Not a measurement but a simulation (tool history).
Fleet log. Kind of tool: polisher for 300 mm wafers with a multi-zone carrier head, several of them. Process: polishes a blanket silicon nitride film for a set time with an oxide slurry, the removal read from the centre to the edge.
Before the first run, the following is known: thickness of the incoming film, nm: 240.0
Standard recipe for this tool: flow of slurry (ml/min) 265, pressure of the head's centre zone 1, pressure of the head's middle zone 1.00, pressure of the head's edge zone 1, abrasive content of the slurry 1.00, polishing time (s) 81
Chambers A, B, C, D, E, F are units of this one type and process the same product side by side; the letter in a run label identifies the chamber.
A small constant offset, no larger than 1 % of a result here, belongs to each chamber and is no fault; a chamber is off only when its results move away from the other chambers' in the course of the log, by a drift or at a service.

run,hour,flow of slurry (ml/min),pressure of the head's centre zone,pressure of the head's middle zone,pressure of the head's edge zone,abrasive content of the slurry,polishing time (s),film removed at the wafer's centre (angstrom),film removed at mid-radius (angstrom),film removed at the wafer's edge (angstrom)
# hour 4.6: chamber E: worn pad replaced by a new one
# hour 6.0: chamber C: worn pad replaced by a new one
1E,12.7,265,1,1.00,1,1.00,81,408.39,410.40,418.37
# hour 14.0: chamber A: worn pad replaced by a new one
# hour 22.5: chamber D: worn pad replaced by a new one
2F,23.6,265,1,1.00,1,1.00,81,404.88,407.90,399.78
# hour 27.5: chamber C: slurry nozzle cleaned
3B,31.9,265,1,1.00,1,1.00,81,410.52,404.25,408.33
# hour 34.2: chamber D: centre zone pressure recalibrated
4D,39.2,265,1,1.00,1,1.00,81,412.55,406.50,402.42
5C,46.2,265,1,1.00,1,1.00,81,403.78,398.93,411.19
6A,52.6,265,1,1.00,1,1.00,81,408.00,400.82,397.49
7A,63.2,265,1,1.00,1,1.00,81,408.96,407.17,410.03
# hour 66.3: chamber E: slurry nozzle cleaned
8F,72.3,265,1,1.00,1,1.00,81,401.55,417.94,409.06
9D,80.4,265,1,1.00,1,1.00,81,405.78,409.19,402.55
# hour 85.2: chamber F: worn pad replaced by a new one
# hour 88.1: chamber C: worn pad replaced by a new one
# hour 88.7: chamber D: worn pad replaced by a new one
# hour 88.8: chamber E: worn pad replaced by a new one
10B,90.1,265,1,1.00,1,1.00,81,413.58,410.64,401.23
# hour 91.0: chamber A: worn pad replaced by a new one
11E,104.0,265,1,0.95,1,0.85,81,381.19,358.64,387.71
# hour 108.0: chamber C: centre zone pressure recalibrated
12C,116.1,265,1,0.95,1,0.85,81,374.00,350.57,376.69
13D,127.0,265,1,0.95,1,0.85,81,376.60,370.31,376.09
14C,134.8,265,1,0.95,1,0.85,81,381.94,366.01,380.43
15B,141.9,265,1,0.95,1,0.85,81,372.50,354.47,365.37
16A,150.6,265,1,0.95,1,0.85,81,379.35,354.60,375.02
# hour 158.8: chamber F: worn pad replaced by a new one
17E,163.1,265,1,0.95,1,1.25,81,437.42,439.42,437.59
# hour 163.5: chamber B: slurry nozzle cleaned
# hour 165.7: chamber D: worn pad replaced by a new one
# hour 167.4: chamber E: worn pad replaced by a new one
# hour 172.3: chamber C: worn pad replaced by a new one
18F,176.0,265,1,0.95,1,1.25,81,444.18,428.35,442.12
# hour 176.6: chamber A: worn pad replaced by a new one
# hour 177.8: chamber C: edge zone pressure recalibrated
19D,186.6,265,1,0.95,1,1.25,81,455.40,430.92,451.16
20C,194.8,265,1,0.95,1,1.25,81,444.05,425.40,449.11
# hour 201.8: chamber F: slurry nozzle cleaned
21A,202.6,265,1,0.95,1,1.25,81,449.03,432.66,451.54
22B,211.1,265,1,0.95,1,1.25,81,436.23,396.38,427.10
23E,222.1,265,1,1.00,1,1.00,81,401.69,408.20,409.87
24F,232.8,265,1,1.00,1,1.00,81,410.55,410.36,405.89
# hour 234.8: chamber F: worn pad replaced by a new one
# hour 240.6: chamber D: edge zone pressure recalibrated
# hour 242.2: chamber E: worn pad replaced by a new one
# hour 243.1: chamber A: worn pad replaced by a new one
25D,246.1,265,1,1.00,1,1.00,81,406.40,406.83,404.33
# hour 247.3: chamber C: worn pad replaced by a new one
# hour 250.3: chamber D: worn pad replaced by a new one
26E,260.2,265,1,1.00,1,1.00,81,397.48,408.15,402.46
27A,269.5,265,1,1.00,1,1.00,81,414.34,404.69,401.46
# hour 278.3: chamber D: slurry nozzle cleaned
28F,282.9,265,1,1.00,1,1.00,81,411.19,408.16,407.67
29B,296.5,265,1,1.00,1,1.00,81,369.53,373.91,375.02
# hour 310.8: chamber A: worn pad replaced by a new one
30C,310.9,265,1,1.00,1,1.00,81,405.88,402.28,410.82
# hour 319.5: chamber D: worn pad replaced by a new one
# hour 319.6: chamber F: worn pad replaced by a new one
# hour 321.1: chamber C: slurry nozzle cleaned
31C,321.7,265,1,1.00,1,1.00,81,404.22,408.60,412.74
# hour 324.0: chamber E: worn pad replaced by a new one
32D,329.1,265,1,1.00,1,1.00,81,409.45,418.91,398.75
# hour 335.1: chamber F: edge zone pressure recalibrated
33F,341.8,265,1,1.00,1,1.00,81,406.58,413.59,413.42
34A,354.3,265,1,1.09,1,1.00,81,414.63,443.69,402.55
35E,367.0,265,1,1.09,1,1.00,81,410.55,439.52,402.91
36B,380.6,265,1,1.09,1,1.00,81,352.40,383.89,356.96

Read the log: is a single chamber off, either drifting away or since a service, is the gauge that measures every chamber drifting, or is nothing wrong beyond small per-chamber offsets? Name any odd chamber and what most likely caused it.

It is chamber B that slowly wanders off from its peers.
Likeliest cause: removal rate lost through wear of the pad, % = 13.7.

Here are 4 candidates for chamber B's next run, each the usual settings with a change, their results left as question marks. Which one brings its results back in line with what the others give on the usual settings?
Counts as in line when no further than this from what the other chambers average on the usual settings: film removed at the wafer's centre (angstrom) 15.00; film removed at mid-radius (angstrom) 21.00; film removed at the wafer's edge (angstrom) 17.00
37B-1,390.9,260,0.99,0.98,1,0.95,64,?,?,?
37B-2,390.9,270,1.00,1.01,1,1.05,90,?,?,?
37B-3,390.9,260,1.00,0.99,1,0.95,72,?,?,?
37B-4,390.9,275,1.01,1.02,1,1.10,100,?,?,?

The other chambers' mean on the usual settings: film removed at the wafer's centre (angstrom) 407.02; film removed at mid-radius (angstrom) 407.22; film removed at the wafer's edge (angstrom) 406.82
run,film removed at the wafer's centre (angstrom),film removed at mid-radius (angstrom),film removed at the wafer's edge (angstrom)
37B-1,270.08,266.54,273.60
37B-2,403.92,404.96,403.84
37B-3,307.23,302.62,307.75
37B-4,464.11,464.27,458.57
It is 37B-2 that realigns the chamber with its peers.

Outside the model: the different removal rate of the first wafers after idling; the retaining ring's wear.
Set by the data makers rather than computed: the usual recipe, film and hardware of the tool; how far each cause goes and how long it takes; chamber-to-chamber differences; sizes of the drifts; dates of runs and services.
